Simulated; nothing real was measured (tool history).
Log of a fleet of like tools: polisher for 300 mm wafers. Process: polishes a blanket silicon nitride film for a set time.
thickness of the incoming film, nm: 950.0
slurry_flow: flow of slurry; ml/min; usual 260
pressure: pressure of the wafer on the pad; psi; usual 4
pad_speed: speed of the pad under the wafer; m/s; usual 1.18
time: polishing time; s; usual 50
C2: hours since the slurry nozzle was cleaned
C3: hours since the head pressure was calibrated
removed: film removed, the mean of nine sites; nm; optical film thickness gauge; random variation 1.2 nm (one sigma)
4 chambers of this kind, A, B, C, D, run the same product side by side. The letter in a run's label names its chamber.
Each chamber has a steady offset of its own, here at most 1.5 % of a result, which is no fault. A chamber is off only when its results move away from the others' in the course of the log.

-- hour=0.3 chamber D: head pressure recalibrated
run 1B hour=4.4 | slurry_flow=260 pressure=4 pad_speed=1.18 time=50 | wafers_polished_on_this_pad=615 C2=158 C3=355 | removed=120.51
-- hour=6.6 chamber B: worn pad replaced by a new one
run 2D hour=7.3 | slurry_flow=260 pressure=4 pad_speed=1.18 time=50 | wafers_polished_on_this_pad=343 C2=818.4 C3=7.1 | removed=118.45
run 3C hour=12.8 | slurry_flow=260 pressure=4 pad_speed=1.18 time=50 | wafers_polished_on_this_pad=207 C2=355.6 C3=331.6 | removed=123.42
run 4A hour=18.4 | slurry_flow=260 pressure=4 pad_speed=1.18 time=50 | wafers_polished_on_this_pad=1169 C2=57.3 C3=598.7 | removed=121.91
-- hour=19.2 chamber A: worn pad replaced by a new one
run 5D hour=23.3 | slurry_flow=260 pressure=4 pad_speed=1.18 time=50 | wafers_polished_on_this_pad=475 C2=834.4 C3=23.1 | removed=120.63
-- hour=27.6 chamber B: slurry nozzle cleaned
run 6C hour=28 | slurry_flow=260 pressure=4 pad_speed=1.18 time=50 | wafers_polished_on_this_pad=333 C2=370.8 C3=346.8 | removed=123.72
run 7B hour=32.9 | slurry_flow=260 pressure=4 pad_speed=1.18 time=50 | wafers_polished_on_this_pad=218 C2=5.3 C3=383.5 | removed=122.99
run 8A hour=37 | slurry_flow=260 pressure=4 pad_speed=1.18 time=50 | wafers_polished_on_this_pad=148 C2=75.9 C3=617.3 | removed=122.59
run 9D hour=42.8 | slurry_flow=260 pressure=4 pad_speed=1.18 time=50 | wafers_polished_on_this_pad=637 C2=853.9 C3=42.6 | removed=123.51
run 10B hour=47.5 | slurry_flow=200 pressure=4 pad_speed=1.18 time=50 | wafers_polished_on_this_pad=339 C2=19.9 C3=398.1 | removed=116.65
run 11C hour=52.3 | slurry_flow=200 pressure=4 pad_speed=1.18 time=50 | wafers_polished_on_this_pad=534 C2=395.1 C3=371.1 | removed=120.3
run 12A hour=58 | slurry_flow=200 pressure=4 pad_speed=1.18 time=50 | wafers_polished_on_this_pad=322 C2=96.9 C3=638.3 | removed=118.81
run 13D hour=60.8 | slurry_flow=200 pressure=4 pad_speed=1.18 time=50 | wafers_polished_on_this_pad=786 C2=871.9 C3=60.6 | removed=116.09
run 14A hour=65.6 | slurry_flow=260 pressure=4 pad_speed=1.18 time=50 | wafers_polished_on_this_pad=385 C2=104.5 C3=645.9 | removed=122.37
-- hour=66.3 chamber D: slurry nozzle cleaned
run 15B hour=68.5 | slurry_flow=220 pressure=4 pad_speed=1.18 time=34 | wafers_polished_on_this_pad=513 C2=40.9 C3=419.1 | removed=81.807
-- hour=71.1 chamber C: head pressure recalibrated
run 16C hour=73.7 | slurry_flow=220 pressure=4 pad_speed=1.18 time=34 | wafers_polished_on_this_pad=711 C2=416.5 C3=2.6 | removed=91.426
run 17A hour=79.3 | slurry_flow=220 pressure=4 pad_speed=1.18 time=34 | wafers_polished_on_this_pad=498 C2=118.2 C3=659.6 | removed=82.077
run 18D hour=83 | slurry_flow=220 pressure=4 pad_speed=1.18 time=34 | wafers_polished_on_this_pad=970 C2=16.8 C3=82.8 | removed=79.734
-- hour=85.5 chamber C: worn pad replaced by a new one
-- hour=85.7 chamber B: worn pad replaced by a new one
run 19B hour=87.8 | slurry_flow=260 pressure=4 pad_speed=1.18 time=50 | wafers_polished_on_this_pad=18 C2=60.2 C3=438.4 | removed=121.43
run 20C hour=92.2 | slurry_flow=205 pressure=4 pad_speed=1.18 time=50 | wafers_polished_on_this_pad=55 C2=435 C3=21.1 | removed=134.96
run 21B hour=97.5 | slurry_flow=205 pressure=4 pad_speed=1.18 time=50 | wafers_polished_on_this_pad=98 C2=69.9 C3=448.1 | removed=118.44
run 22D hour=100.8 | slurry_flow=205 pressure=4 pad_speed=1.18 time=50 | wafers_polished_on_this_pad=1117 C2=34.6 C3=100.6 | removed=119.46
-- hour=103 chamber D: worn pad replaced by a new one
run 23A hour=103.9 | slurry_flow=205 pressure=4 pad_speed=1.18 time=50 | wafers_polished_on_this_pad=702 C2=142.8 C3=684.2 | removed=119.94
run 24C hour=109 | slurry_flow=325 pressure=5.3 pad_speed=1.18 time=50 | wafers_polished_on_this_pad=195 C2=451.8 C3=37.9 | removed=188.73
run 25D hour=111.7 | slurry_flow=325 pressure=5.3 pad_speed=1.18 time=50 | wafers_polished_on_this_pad=72 C2=45.5 C3=111.5 | removed=162.14
run 26A hour=117.8 | slurry_flow=325 pressure=5.3 pad_speed=1.18 time=50 | wafers_polished_on_this_pad=817 C2=156.7 C3=698.1 | removed=169.08
run 27B hour=123.5 | slurry_flow=325 pressure=5.3 pad_speed=1.18 time=50 | wafers_polished_on_this_pad=313 C2=95.9 C3=474.1 | removed=167.79
run 28C hour=126.7 | slurry_flow=260 pressure=4 pad_speed=1.18 time=50 | wafers_polished_on_this_pad=341 C2=469.5 C3=55.6 | removed=136.75
run 29D hour=130.5 | slurry_flow=260 pressure=4 pad_speed=1.18 time=50 | wafers_polished_on_this_pad=228 C2=64.3 C3=130.3 | removed=121.64
run 30C hour=133.2 | slurry_flow=260 pressure=4 pad_speed=1.18 time=50 | wafers_polished_on_this_pad=395 C2=476 C3=62.1 | removed=137.61
run 31B hour=137.3 | slurry_flow=260 pressure=4 pad_speed=1.18 time=50 | wafers_polished_on_this_pad=428 C2=109.7 C3=487.9 | removed=123.69
run 32A hour=140.9 | slurry_flow=260 pressure=4 pad_speed=1.18 time=50 | wafers_polished_on_this_pad=1009 C2=179.8 C3=721.2 | removed=122.9
run 33B hour=145.4 | slurry_flow=260 pressure=4 pad_speed=1.18 time=50 | wafers_polished_on_this_pad=495 C2=117.8 C3=496 | removed=124.67
run 34C hour=148.4 | slurry_flow=260 pressure=4 pad_speed=1.18 time=50 | wafers_polished_on_this_pad=521 C2=491.2 C3=77.3 | removed=136.53
run 35D hour=152.6 | slurry_flow=215 pressure=5 pad_speed=1.18 time=50 | wafers_polished_on_this_pad=411 C2=86.4 C3=152.4 | removed=149.13
run 36A hour=157.7 | slurry_flow=215 pressure=5 pad_speed=1.18 time=50 | wafers_polished_on_this_pad=1148 C2=196.6 C3=738 | removed=151.71

Is one chamber off against the others, does the gauge drift, or is nothing wrong? If a chamber is off, say which, and what the likeliest cause is.

A service left chamber C off against the others.
Cause: head's pressure above its setpoint, % = 11.4.

Here are 4 candidates for chamber C's next run, each the usual settings with a change, their results left as question marks. Which one brings its results back in line with what the others give on the usual settings?
In line means no further than this from the other chambers' mean on the usual settings: removed 4.1 nm
run 37C-1 hour=162.1 | slurry_flow=260 pressure=3.7 pad_speed=1.12 time=46 | removed=?
run 37C-2 hour=162.1 | slurry_flow=260 pressure=4.2 pad_speed=1.22 time=52 | removed=?
run 37C-3 hour=162.1 | slurry_flow=260 pressure=3.8 pad_speed=1.18 time=47 | removed=?
run 37C-4 hour=162.1 | slurry_flow=260 pressure=4.3 pad_speed=1.24 time=54 | removed=?

The other chambers' mean on the usual settings: removed 122.12 nm
run=37C-1 removed=112.52
run=37C-2 removed=154.41
run=37C-3 removed=123.08
run=37C-4 removed=166.29
37C-3 brings the chamber back in line.

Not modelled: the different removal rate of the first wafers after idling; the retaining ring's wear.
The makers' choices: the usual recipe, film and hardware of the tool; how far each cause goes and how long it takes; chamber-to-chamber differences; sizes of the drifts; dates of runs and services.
